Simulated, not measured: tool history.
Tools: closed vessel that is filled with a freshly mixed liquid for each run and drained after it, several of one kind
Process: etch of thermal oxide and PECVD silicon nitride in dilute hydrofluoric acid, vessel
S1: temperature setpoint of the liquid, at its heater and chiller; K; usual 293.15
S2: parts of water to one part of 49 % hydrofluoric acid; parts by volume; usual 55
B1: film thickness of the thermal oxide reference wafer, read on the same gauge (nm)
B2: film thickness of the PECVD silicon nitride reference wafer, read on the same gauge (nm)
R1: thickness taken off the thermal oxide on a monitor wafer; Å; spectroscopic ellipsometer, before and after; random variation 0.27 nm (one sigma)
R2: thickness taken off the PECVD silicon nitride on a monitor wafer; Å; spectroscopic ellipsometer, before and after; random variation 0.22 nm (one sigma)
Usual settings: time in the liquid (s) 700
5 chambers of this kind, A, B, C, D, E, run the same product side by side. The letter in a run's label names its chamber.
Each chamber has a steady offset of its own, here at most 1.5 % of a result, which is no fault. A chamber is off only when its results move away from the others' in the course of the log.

Run 1C, day 0.342: usual settings; B1 30.003; B2 99.971. Result: R1 532.04 Å, R2 261.85 Å.
Run 2E, day 0.658: usual settings; B1 29.979; B2 100.000. Result: R1 531.83 Å, R2 266.71 Å.
Run 3B, day 1.012: usual settings; B1 29.984; B2 100.020. Result: R1 530.37 Å, R2 268.20 Å.
Run 4D, day 1.188: usual settings; B1 30.028; B2 100.030. Result: R1 538.68 Å, R2 260.69 Å.
Run 5A, day 1.404: usual settings; B1 30.008; B2 99.994. Result: R1 530.91 Å, R2 264.71 Å.
Run 6E, day 1.683: usual settings; B1 29.989; B2 99.972. Result: R1 523.21 Å, R2 265.03 Å.
Run 7D, day 1.975: usual settings; B1 30.034; B2 99.996. Result: R1 534.26 Å, R2 263.24 Å.
At day 2.225: chamber C: thermometer replaced.
Run 8C, day 2.279: usual settings; B1 29.933; B2 100.010. Result: R1 534.40 Å, R2 264.83 Å.
Run 9B, day 2.471: usual settings but S1 297.65 K, time in the liquid (s) 390; B1 29.989; B2 100.040. Result: R1 354.83 Å, R2 198.58 Å.
Run 10A, day 2.750: usual settings but S1 297.65 K, time in the liquid (s) 390; B1 29.966; B2 99.992. Result: R1 359.47 Å, R2 199.07 Å.
Run 11C, day 2.938: usual settings but S1 297.65 K, time in the liquid (s) 390; B1 30.004; B2 99.991. Result: R1 355.55 Å, R2 200.78 Å.
Run 12D, day 3.171: usual settings but S1 297.65 K, time in the liquid (s) 390; B1 30.006; B2 99.992. Result: R1 356.31 Å, R2 199.13 Å.
Run 13B, day 3.458: usual settings but S1 297.65 K, time in the liquid (s) 390; B1 30.002; B2 100.010. Result: R1 352.88 Å, R2 200.28 Å.
Run 14E, day 3.633: usual settings; B1 30.003; B2 100.020. Result: R1 531.07 Å, R2 259.34 Å.
Run 15A, day 3.854: usual settings; B1 29.992; B2 99.963. Result: R1 533.22 Å, R2 263.94 Å.
Run 16D, day 4.142: usual settings; B1 30.019; B2 100.020. Result: R1 527.33 Å, R2 261.23 Å.
Run 17A, day 4.388: usual settings; B1 29.989; B2 100.010. Result: R1 532.24 Å, R2 262.00 Å.
Run 18B, day 4.704: usual settings; B1 29.990; B2 100.020. Result: R1 523.97 Å, R2 264.98 Å.
Run 19C, day 4.958: usual settings; B1 29.987; B2 100.010. Result: R1 536.15 Å, R2 266.46 Å.
Run 20E, day 5.321: usual settings; B1 29.993; B2 100.040. Result: R1 529.06 Å, R2 269.66 Å.
Run 21A, day 5.596: usual settings; B1 30.047; B2 100.020. Result: R1 533.71 Å, R2 262.56 Å.
Run 22B, day 5.792: usual settings; B1 29.982; B2 99.985. Result: R1 526.51 Å, R2 264.82 Å.
Run 23D, day 6.142: usual settings; B1 30.013; B2 100.040. Result: R1 532.34 Å, R2 257.91 Å.
Run 24C, day 6.350: usual settings but S1 296.65 K, time in the liquid (s) 965; B1 29.993; B2 100.010. Result: R1 848.96 Å, R2 462.74 Å.
Run 25E, day 6.512: usual settings but S1 296.65 K, time in the liquid (s) 965; B1 29.976; B2 99.979. Result: R1 843.74 Å, R2 467.68 Å.
Run 26E, day 6.804: usual settings but S1 296.65 K, time in the liquid (s) 965; B1 30.013; B2 99.988. Result: R1 846.03 Å, R2 458.97 Å.
Run 27B, day 7.104: usual settings but S1 296.65 K, time in the liquid (s) 965; B1 30.016; B2 100.020. Result: R1 836.85 Å, R2 462.83 Å.
Run 28D, day 7.379: usual settings but S1 296.65 K, time in the liquid (s) 965; B1 30.041; B2 100.020. Result: R1 859.10 Å, R2 468.67 Å.
At day 7.462: chamber B: thermometer replaced.
Run 29C, day 7.742: usual settings; B1 29.996; B2 99.939. Result: R1 536.10 Å, R2 264.24 Å.
Run 30A, day 8.033: usual settings; B1 29.989; B2 100.000. Result: R1 533.50 Å, R2 265.31 Å.
Run 31C, day 8.383: usual settings; B1 29.988; B2 99.989. Result: R1 538.88 Å, R2 260.78 Å.
Run 32A, day 8.646: usual settings but S1 295.65 K, time in the liquid (s) 1090; B1 30.020; B2 99.979. Result: R1 923.30 Å, R2 484.98 Å.
Run 33D, day 8.888: usual settings but S1 295.65 K, time in the liquid (s) 1090; B1 30.003; B2 100.000. Result: R1 918.88 Å, R2 480.43 Å.
Run 34E, day 9.104: usual settings but S1 295.65 K, time in the liquid (s) 1090; B1 29.984; B2 100.010. Result: R1 916.38 Å, R2 486.14 Å.
Run 35B, day 9.338: usual settings but S1 295.65 K, time in the liquid (s) 1090; B1 30.000; B2 99.983. Result: R1 903.66 Å, R2 489.67 Å.
Run 36D, day 9.592: usual settings but S1 295.65 K, time in the liquid (s) 1090; B1 30.003; B2 100.050. Result: R1 924.38 Å, R2 486.70 Å.
Run 37E, day 9.758: usual settings; B1 30.013; B2 99.996. Result: R1 524.79 Å, R2 264.92 Å.
At day 10.071: chamber C: hydrofluoric acid flow meter replaced.
Run 38A, day 10.125: usual settings; B1 29.996; B2 99.979. Result: R1 534.34 Å, R2 263.73 Å.
Run 39C, day 10.492: usual settings; B1 30.042; B2 99.942. Result: R1 534.18 Å, R2 265.64 Å.
Run 40B, day 10.758: usual settings; B1 29.983; B2 99.956. Result: R1 528.20 Å, R2 265.91 Å.
Run 41D, day 11.079: usual settings; B1 29.961; B2 100.000. Result: R1 528.57 Å, R2 260.26 Å.

What goes on in this fleet: one chamber off, a drifting gauge, or nothing beyond the chambers' own small offsets? Name the chamber and the cause, if any.

No chamber stands off beyond its own small offset, and the gauge holds steady.

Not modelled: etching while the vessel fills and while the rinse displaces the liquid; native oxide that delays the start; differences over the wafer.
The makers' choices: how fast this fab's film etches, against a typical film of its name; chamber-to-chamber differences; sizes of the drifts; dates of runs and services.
